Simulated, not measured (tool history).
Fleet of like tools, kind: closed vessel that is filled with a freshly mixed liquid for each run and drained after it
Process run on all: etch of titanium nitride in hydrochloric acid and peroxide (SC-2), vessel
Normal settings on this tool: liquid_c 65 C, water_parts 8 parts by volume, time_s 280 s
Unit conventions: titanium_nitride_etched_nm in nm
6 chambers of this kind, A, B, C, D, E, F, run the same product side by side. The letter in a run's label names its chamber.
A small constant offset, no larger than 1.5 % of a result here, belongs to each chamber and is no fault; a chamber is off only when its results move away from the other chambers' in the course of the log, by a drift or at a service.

run,day,liquid_c,water_parts,time_s,"read-back film thickness of the titanium nitride reference wafer, read on the same gauge (nm)",titanium_nitride_etched_nm
1C,0.329,65,8,280,29.988,18.041
2D,0.675,65,8,280,29.986,17.796
3A,0.954,65,8,280,29.994,18.283
4E,1.179,65,8,280,29.982,17.939
5F,1.396,65,8,280,29.993,17.934
6B,1.717,72,8,190,29.975,18.414
7C,1.946,72,8,190,29.996,18.694
# day 2.2: chamber B: new drum of peroxide connected
8A,2.304,72,8,190,29.991,18.836
9E,2.608,72,8,190,30.004,18.79
10D,2.779,72,8,190,30.009,18.571
11B,3.121,72,8,190,29.972,18.56
12F,3.383,65,8,280,29.985,18.056
13C,3.725,65,8,280,30.05,18.048
14D,4.017,56,9.5,280,29.998,8.794
15E,4.188,56,9.5,280,30.024,8.9112
16B,4.412,56,9.5,280,30.015,8.922
17A,4.638,56,9.5,280,30.025,8.8539
18F,4.838,56,9.5,280,29.996,8.8464
19C,5.146,56,9.5,280,29.987,8.8965
20F,5.338,65,8,280,29.986,17.915
21A,5.642,65,8,280,29.933,17.995
22B,6.008,65,8,280,29.994,17.884
23D,6.217,65,8,280,29.975,17.827
24E,6.404,72,8,140,29.967,13.788
# day 6.425: chamber E: chemicals flow meter replaced
25F,6.758,72,8,140,29.996,13.561
# day 6.996: chamber B: thermometer replaced
26E,6.996,72,8,140,29.964,13.783
# day 7.238: chamber D: chemicals flow meter replaced
27A,7.379,72,8,140,30.014,13.699
28D,7.55,72,8,140,29.947,13.668
29B,7.754,72,8,140,29.997,13.503
# day 7.838: chamber D: new drum of peroxide connected
30C,8,65,8,280,29.974,17.567
31A,8.2,65,8,280,30.011,18.084
32E,8.433,65,8,280,29.999,18.08
33C,8.788,65,8,280,29.994,17.414
34B,9.038,65,8,280,29.993,17.99
35D,9.371,65,8,280,29.983,17.902
36F,9.646,65,8,280,29.997,17.883
# day 9.867: chamber F: new drum of peroxide connected
37E,9.996,65,5.5,280,30.009,24.229
38F,10.192,65,5.5,280,29.99,24.247
39C,10.525,65,5.5,280,30.024,22.817
40B,10.879,65,5.5,280,29.998,23.618
41D,11.1,65,5.5,280,29.986,24.015
42A,11.396,65,5.5,280,29.964,24.146

All chambers now run identical settings, listed one chamber a line with results as question marks. What results will each chamber show?
43A,11.675,65,8,280,,?
43B,11.675,65,8,280,,?
43C,11.675,65,8,280,,?
43D,11.675,65,8,280,,?
43E,11.675,65,8,280,,?
43F,11.675,65,8,280,,?

run,titanium_nitride_etched_nm
43A,18.149
43B,17.559
43C,16.684
43D,17.93
43E,18.166
43F,17.919
